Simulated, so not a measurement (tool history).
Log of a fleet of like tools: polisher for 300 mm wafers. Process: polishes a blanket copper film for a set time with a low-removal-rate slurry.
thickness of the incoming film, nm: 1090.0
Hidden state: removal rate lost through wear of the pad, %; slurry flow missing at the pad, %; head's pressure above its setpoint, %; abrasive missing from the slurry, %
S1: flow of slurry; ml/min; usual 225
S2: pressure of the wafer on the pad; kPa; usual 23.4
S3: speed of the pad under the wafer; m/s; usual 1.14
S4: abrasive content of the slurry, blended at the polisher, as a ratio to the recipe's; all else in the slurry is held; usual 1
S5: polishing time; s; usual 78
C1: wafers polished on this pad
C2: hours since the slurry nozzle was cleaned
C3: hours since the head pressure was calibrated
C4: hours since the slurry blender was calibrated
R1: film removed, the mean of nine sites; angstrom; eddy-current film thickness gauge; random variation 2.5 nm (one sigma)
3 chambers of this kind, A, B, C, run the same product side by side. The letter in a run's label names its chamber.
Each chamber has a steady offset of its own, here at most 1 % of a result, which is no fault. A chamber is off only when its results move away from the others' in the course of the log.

| run | hour | S1 | S2 | S3 | S4 | S5 | C1 | C2 | C3 | C4 | R1 |
|---|---|---|---|---|---|---|---|---|---|---|---|
| 1B | 3.8 | 225 | 23.4 | 1.14 | 1 | 78 | 473 | 183.2 | 217.4 | 47.4 | 3046.7 |
| 2C | 8.5 | 225 | 23.4 | 1.14 | 1 | 78 | 361 | 213 | 858.1 | 142.5 | 3039.7 |
| 3A | 11.1 | 225 | 23.4 | 1.14 | 1 | 78 | 218 | 778.6 | 101.1 | 97.9 | 3035.8 |
| 4B | 14.3 | 225 | 23.4 | 1.14 | 1 | 78 | 532 | 193.7 | 227.9 | 57.9 | 3059.9 |
| 5A | 16.9 | 225 | 23.4 | 1.14 | 1 | 78 | 251 | 784.4 | 106.9 | 103.7 | 3000.3 |
| 6C | 20.1 | 225 | 23.4 | 1.14 | 1 | 78 | 426 | 224.6 | 869.7 | 154.1 | 3010.5 |
| 7A | 25.2 | 225 | 23.4 | 1.14 | 1 | 78 | 297 | 792.7 | 115.2 | 112 | 3028.6 |
| 8C | 29.2 | 160 | 23.4 | 1.14 | 1 | 78 | 477 | 233.7 | 878.8 | 163.2 | 2923.4 |
| 9B | 33.7 | 160 | 23.4 | 1.14 | 1 | 78 | 641 | 213.1 | 247.3 | 77.3 | 2896.4 |
| 10A | 36.7 | 160 | 23.4 | 1.14 | 1 | 78 | 362 | 804.2 | 126.7 | 123.5 | 2923.7 |
| 11B | 41.9 | 225 | 23.4 | 1.14 | 1 | 78 | 687 | 221.3 | 255.5 | 85.5 | 3023.7 |
| 12C | 46.1 | 225 | 23.4 | 1.14 | 1.25 | 94 | 572 | 250.6 | 895.7 | 180.1 | 3804.3 |
| 13B | 50.7 | 225 | 23.4 | 1.14 | 1.25 | 94 | 736 | 230.1 | 264.3 | 94.3 | 3833.6 |
|  | 52.1 | chamber C: head pressure recalibrated |
| 14A | 53.6 | 225 | 23.4 | 1.14 | 1.25 | 94 | 456 | 821.1 | 143.6 | 140.4 | 3850.6 |
|  | 57.7 | chamber A: worn pad replaced by a new one |
| 15C | 58.1 | 225 | 23.4 | 1.14 | 0.85 | 78 | 639 | 262.6 | 6.1 | 192.1 | 2925.3 |
| 16C | 62.1 | 225 | 23.4 | 1.14 | 0.85 | 78 | 662 | 266.6 | 10.1 | 196.1 | 2961.1 |
| 17A | 67.2 | 225 | 23.4 | 1.14 | 0.85 | 78 | 53 | 834.7 | 157.2 | 154 | 2927.4 |
| 18B | 70.6 | 225 | 23.4 | 1.14 | 1 | 78 | 848 | 250 | 284.2 | 114.2 | 3026 |
| 19A | 75.6 | 225 | 23.4 | 1.14 | 1 | 78 | 100 | 843.1 | 165.6 | 162.4 | 3007.8 |
| 20C | 79.5 | 225 | 23.4 | 1.14 | 1 | 78 | 759 | 284 | 27.5 | 213.5 | 3083.1 |
| 21B | 84.2 | 225 | 23.4 | 1.14 | 1 | 78 | 924 | 263.6 | 297.8 | 127.8 | 3041.4 |

Is one chamber off against the others, does the gauge drift, or is nothing wrong? If a chamber is off, say which, and what the likeliest cause is.

No chamber stands off beyond its own small offset, and the gauge holds steady.
